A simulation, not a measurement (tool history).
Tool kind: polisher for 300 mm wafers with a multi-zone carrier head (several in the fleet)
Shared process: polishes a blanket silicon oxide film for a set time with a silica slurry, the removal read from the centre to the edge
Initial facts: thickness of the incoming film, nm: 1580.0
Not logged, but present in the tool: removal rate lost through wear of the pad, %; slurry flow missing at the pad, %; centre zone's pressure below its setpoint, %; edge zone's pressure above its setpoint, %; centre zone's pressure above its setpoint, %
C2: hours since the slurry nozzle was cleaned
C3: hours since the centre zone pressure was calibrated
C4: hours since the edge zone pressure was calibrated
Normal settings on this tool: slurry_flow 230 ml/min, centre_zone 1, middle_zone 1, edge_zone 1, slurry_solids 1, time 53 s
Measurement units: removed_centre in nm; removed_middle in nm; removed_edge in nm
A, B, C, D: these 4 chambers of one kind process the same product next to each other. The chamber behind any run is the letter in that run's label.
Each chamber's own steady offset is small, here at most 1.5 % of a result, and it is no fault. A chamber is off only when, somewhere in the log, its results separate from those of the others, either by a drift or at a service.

-- hour=1.7 chamber A: worn pad replaced by a new one
run 1D hour=2.4 | slurry_flow=230 centre_zone=1 middle_zone=1 edge_zone=1 slurry_solids=1 time=53 | wafers_polished_on_this_pad=244 C2=214.9 C3=72.6 C4=268.5 | removed_centre=124.01 removed_middle=126.72 removed_edge=126.54
run 2C hour=6.6 | slurry_flow=230 centre_zone=1 middle_zone=1 edge_zone=1 slurry_solids=1 time=53 | wafers_polished_on_this_pad=120 C2=324.5 C3=57.4 C4=450.1 | removed_centre=126.77 removed_middle=124.45 removed_edge=128.6
run 3A hour=9.4 | slurry_flow=230 centre_zone=1 middle_zone=1 edge_zone=1 slurry_solids=1 time=53 | wafers_polished_on_this_pad=82 C2=101.6 C3=87.8 C4=1139.4 | removed_centre=124.43 removed_middle=125.98 removed_edge=124.78
run 4B hour=12.3 | slurry_flow=230 centre_zone=1 middle_zone=1 edge_zone=1 slurry_solids=1 time=53 | wafers_polished_on_this_pad=801 C2=59.3 C3=105.4 C4=337.1 | removed_centre=122.8 removed_middle=126.44 removed_edge=123.85
run 5B hour=15.5 | slurry_flow=230 centre_zone=1 middle_zone=1 edge_zone=1 slurry_solids=1 time=53 | wafers_polished_on_this_pad=835 C2=62.5 C3=108.6 C4=340.3 | removed_centre=125.27 removed_middle=126.8 removed_edge=126.52
run 6D hour=18.6 | slurry_flow=205 centre_zone=1 middle_zone=1 edge_zone=1 slurry_solids=1 time=53 | wafers_polished_on_this_pad=416 C2=231.1 C3=88.8 C4=284.7 | removed_centre=121.62 removed_middle=125.16 removed_edge=124.65
run 7A hour=21 | slurry_flow=205 centre_zone=1 middle_zone=1 edge_zone=1 slurry_solids=1 time=53 | wafers_polished_on_this_pad=206 C2=113.2 C3=99.4 C4=1151 | removed_centre=122.05 removed_middle=124.77 removed_edge=125.16
run 8C hour=24.3 | slurry_flow=205 centre_zone=1 middle_zone=1 edge_zone=1 slurry_solids=1 time=53 | wafers_polished_on_this_pad=309 C2=342.2 C3=75.1 C4=467.8 | removed_centre=122.51 removed_middle=125.38 removed_edge=127.38
-- hour=26 chamber B: worn pad replaced by a new one
run 9A hour=26.3 | slurry_flow=205 centre_zone=1 middle_zone=1 edge_zone=1 slurry_solids=1 time=53 | wafers_polished_on_this_pad=262 C2=118.5 C3=104.7 C4=1156.3 | removed_centre=120.36 removed_middle=124.54 removed_edge=124.23
run 10B hour=28.4 | slurry_flow=230 centre_zone=1 middle_zone=1 edge_zone=1 slurry_solids=1 time=53 | wafers_polished_on_this_pad=26 C2=75.4 C3=121.5 C4=353.2 | removed_centre=126.41 removed_middle=124.9 removed_edge=126.05
run 11D hour=31 | slurry_flow=230 centre_zone=1 middle_zone=1 edge_zone=1 slurry_solids=1 time=53 | wafers_polished_on_this_pad=549 C2=243.5 C3=101.2 C4=297.1 | removed_centre=123.46 removed_middle=123.93 removed_edge=126.71
run 12C hour=33.6 | slurry_flow=230 centre_zone=1 middle_zone=1 edge_zone=1 slurry_solids=1 time=53 | wafers_polished_on_this_pad=408 C2=351.5 C3=84.4 C4=477.1 | removed_centre=127.21 removed_middle=126.08 removed_edge=128.83
run 13D hour=35.5 | slurry_flow=230 centre_zone=1 middle_zone=1 edge_zone=1 slurry_solids=1 time=53 | wafers_polished_on_this_pad=597 C2=248 C3=105.7 C4=301.6 | removed_centre=122.51 removed_middle=125.58 removed_edge=127.24
run 14B hour=38.1 | slurry_flow=230 centre_zone=1 middle_zone=1 edge_zone=1 slurry_solids=1 time=53 | wafers_polished_on_this_pad=129 C2=85.1 C3=131.2 C4=362.9 | removed_centre=123.56 removed_middle=126.16 removed_edge=126.62
run 15C hour=40.7 | slurry_flow=230 centre_zone=1 middle_zone=1 edge_zone=1 slurry_solids=1.25 time=53 | wafers_polished_on_this_pad=483 C2=358.6 C3=91.5 C4=484.2 | removed_centre=138.96 removed_middle=141.13 removed_edge=141.43
run 16A hour=44 | slurry_flow=230 centre_zone=1 middle_zone=1 edge_zone=1 slurry_solids=1.25 time=53 | wafers_polished_on_this_pad=451 C2=136.2 C3=122.4 C4=1174 | removed_centre=134.74 removed_middle=141.38 removed_edge=141.14
run 17C hour=48.3 | slurry_flow=230 centre_zone=1 middle_zone=1 edge_zone=1 slurry_solids=1.25 time=53 | wafers_polished_on_this_pad=564 C2=366.2 C3=99.1 C4=491.8 | removed_centre=140.45 removed_middle=140.67 removed_edge=141.38
run 18A hour=50.4 | slurry_flow=230 centre_zone=1 middle_zone=1 edge_zone=1 slurry_solids=1.25 time=53 | wafers_polished_on_this_pad=519 C2=142.6 C3=128.8 C4=1180.4 | removed_centre=135.59 removed_middle=136.97 removed_edge=137.11
run 19B hour=52.9 | slurry_flow=230 centre_zone=1 middle_zone=1 edge_zone=1 slurry_solids=1 time=53 | wafers_polished_on_this_pad=287 C2=99.9 C3=146 C4=377.7 | removed_centre=123.08 removed_middle=124.83 removed_edge=124.29
run 20D hour=56.5 | slurry_flow=230 centre_zone=1 middle_zone=1 edge_zone=1.07 slurry_solids=0.8 time=53 | wafers_polished_on_this_pad=820 C2=269 C3=126.7 C4=322.6 | removed_centre=108.66 removed_middle=108.46 removed_edge=117.29
run 21B hour=60.1 | slurry_flow=230 centre_zone=1 middle_zone=1 edge_zone=1.07 slurry_solids=0.8 time=53 | wafers_polished_on_this_pad=363 C2=107.1 C3=153.2 C4=384.9 | removed_centre=112.4 removed_middle=113.63 removed_edge=115.89
run 22C hour=63.6 | slurry_flow=230 centre_zone=1 middle_zone=1 edge_zone=1.07 slurry_solids=0.8 time=53 | wafers_polished_on_this_pad=727 C2=381.5 C3=114.4 C4=507.1 | removed_centre=112.23 removed_middle=113.46 removed_edge=117.68
run 23A hour=67.1 | slurry_flow=230 centre_zone=1 middle_zone=1 edge_zone=1.07 slurry_solids=0.8 time=53 | wafers_polished_on_this_pad=697 C2=159.3 C3=145.5 C4=1197.1 | removed_centre=112.7 removed_middle=116.75 removed_edge=117.28
run 24D hour=70.5 | slurry_flow=230 centre_zone=1 middle_zone=1 edge_zone=1 slurry_solids=1 time=53 | wafers_polished_on_this_pad=969 C2=283 C3=140.7 C4=336.6 | removed_centre=119.04 removed_middle=121.02 removed_edge=121.4
run 25D hour=73.4 | slurry_flow=230 centre_zone=0.92 middle_zone=1 edge_zone=1 slurry_solids=1.25 time=53 | wafers_polished_on_this_pad=1000 C2=285.9 C3=143.6 C4=339.5 | removed_centre=117.1 removed_middle=133.87 removed_edge=133.41
run 26A hour=75.4 | slurry_flow=230 centre_zone=0.92 middle_zone=1 edge_zone=1 slurry_solids=1.25 time=53 | wafers_polished_on_this_pad=785 C2=167.6 C3=153.8 C4=1205.4 | removed_centre=124.52 removed_middle=139.48 removed_edge=137.74
-- hour=76.1 chamber C: worn pad replaced by a new one
-- hour=77.3 chamber D: slurry nozzle cleaned
run 27C hour=79.5 | slurry_flow=230 centre_zone=0.92 middle_zone=1 edge_zone=1 slurry_solids=1.25 time=53 | wafers_polished_on_this_pad=37 C2=397.4 C3=130.3 C4=523 | removed_centre=127.96 removed_middle=140.38 removed_edge=141.78
-- hour=79.6 chamber A: worn pad replaced by a new one
run 28B hour=81.6 | slurry_flow=230 centre_zone=0.92 middle_zone=1 edge_zone=1 slurry_solids=1.25 time=53 | wafers_polished_on_this_pad=592 C2=128.6 C3=174.7 C4=406.4 | removed_centre=126.42 removed_middle=140.43 removed_edge=139.17
run 29C hour=84.6 | slurry_flow=230 centre_zone=1 middle_zone=1 edge_zone=1 slurry_solids=1 time=53 | wafers_polished_on_this_pad=91 C2=402.5 C3=135.4 C4=528.1 | removed_centre=125.73 removed_middle=127.64 removed_edge=125.73
run 30B hour=88.5 | slurry_flow=230 centre_zone=1 middle_zone=1 edge_zone=1 slurry_solids=1 time=53 | wafers_polished_on_this_pad=666 C2=135.5 C3=181.6 C4=413.3 | removed_centre=123.21 removed_middle=125.12 removed_edge=124.86
-- hour=90.6 chamber D: edge zone pressure recalibrated
run 31A hour=92.3 | slurry_flow=230 centre_zone=1 middle_zone=1 edge_zone=1 slurry_solids=1 time=53 | wafers_polished_on_this_pad=136 C2=184.5 C3=170.7 C4=1222.3 | removed_centre=124.49 removed_middle=127.2 removed_edge=127.74
run 32D hour=95.4 | slurry_flow=230 centre_zone=1 middle_zone=1 edge_zone=1 slurry_solids=1 time=53 | wafers_polished_on_this_pad=1235 C2=18.1 C3=165.6 C4=4.9 | removed_centre=116.88 removed_middle=118.09 removed_edge=119.01
run 33B hour=97.7 | slurry_flow=230 centre_zone=1 middle_zone=1 edge_zone=1 slurry_solids=1 time=53 | wafers_polished_on_this_pad=764 C2=144.7 C3=190.8 C4=422.5 | removed_centre=122.83 removed_middle=126.68 removed_edge=124.36
run 34D hour=101.2 | slurry_flow=230 centre_zone=1 middle_zone=1 edge_zone=1 slurry_solids=1 time=53 | wafers_polished_on_this_pad=1296 C2=23.9 C3=171.4 C4=10.7 | removed_centre=116.48 removed_middle=117.7 removed_edge=117.92
run 35C hour=105 | slurry_flow=230 centre_zone=1 middle_zone=1 edge_zone=1 slurry_solids=1 time=53 | wafers_polished_on_this_pad=308 C2=422.9 C3=155.8 C4=548.5 | removed_centre=127.1 removed_middle=126.33 removed_edge=129.14
run 36A hour=107.5 | slurry_flow=230 centre_zone=1 middle_zone=1 edge_zone=1 slurry_solids=1 time=53 | wafers_polished_on_this_pad=298 C2=199.7 C3=185.9 C4=1237.5 | removed_centre=125.9 removed_middle=126.47 removed_edge=125.1
run 37C hour=111.6 | slurry_flow=230 centre_zone=1 middle_zone=1 edge_zone=1 slurry_solids=1 time=53 | wafers_polished_on_this_pad=379 C2=429.5 C3=162.4 C4=555.1 | removed_centre=125.11 removed_middle=126.58 removed_edge=130.31

Read the log: is a single chamber off, either drifting away or since a service, is the gauge that measures every chamber drifting, or is nothing wrong beyond small per-chamber offsets? Name any odd chamber and what most likely caused it.

Little by little, chamber D moves away from the other chambers.
Likeliest cause: removal rate lost through wear of the pad, % = 7.25.

Chamber D could run next with any of the 4 candidate recipes listed below; each alters the usual settings, and their results appear as question marks. Which one brings its results back in line with what the other chambers deliver on the usual settings?
In-line tolerance around the mean of the other chambers on the usual settings: removed_centre 5.6 nm; removed_middle 4.3 nm; removed_edge 4.2 nm
run 38D-1 hour=114.8 | slurry_flow=230 centre_zone=0.99 middle_zone=1 edge_zone=1 slurry_solids=1 time=49 | removed_centre=? removed_middle=? removed_edge=?
run 38D-2 hour=114.8 | slurry_flow=235 centre_zone=1.01 middle_zone=1.02 edge_zone=0.99 slurry_solids=1.05 time=61 | removed_centre=? removed_middle=? removed_edge=?
run 38D-3 hour=114.8 | slurry_flow=225 centre_zone=0.99 middle_zone=0.99 edge_zone=1 slurry_solids=0.95 time=46 | removed_centre=? removed_middle=? removed_edge=?
run 38D-4 hour=114.8 | slurry_flow=235 centre_zone=1.01 middle_zone=1 edge_zone=1 slurry_solids=1 time=57 | removed_centre=? removed_middle=? removed_edge=?

Usual-settings mean across the other chambers: removed_centre 124.94 nm; removed_middle 126.28 nm; removed_edge 126.01 nm
run=38D-1 removed_centre=106.33 removed_middle=108.06 removed_edge=108.5
run=38D-2 removed_centre=138.76 removed_middle=140.41 removed_edge=137.54
run=38D-3 removed_centre=97.194 removed_middle=97.899 removed_edge=99.302
run=38D-4 removed_centre=126.85 removed_middle=126.03 removed_edge=126.47
The right change is 38D-4: it brings the chamber back within the allowed miss of the others.
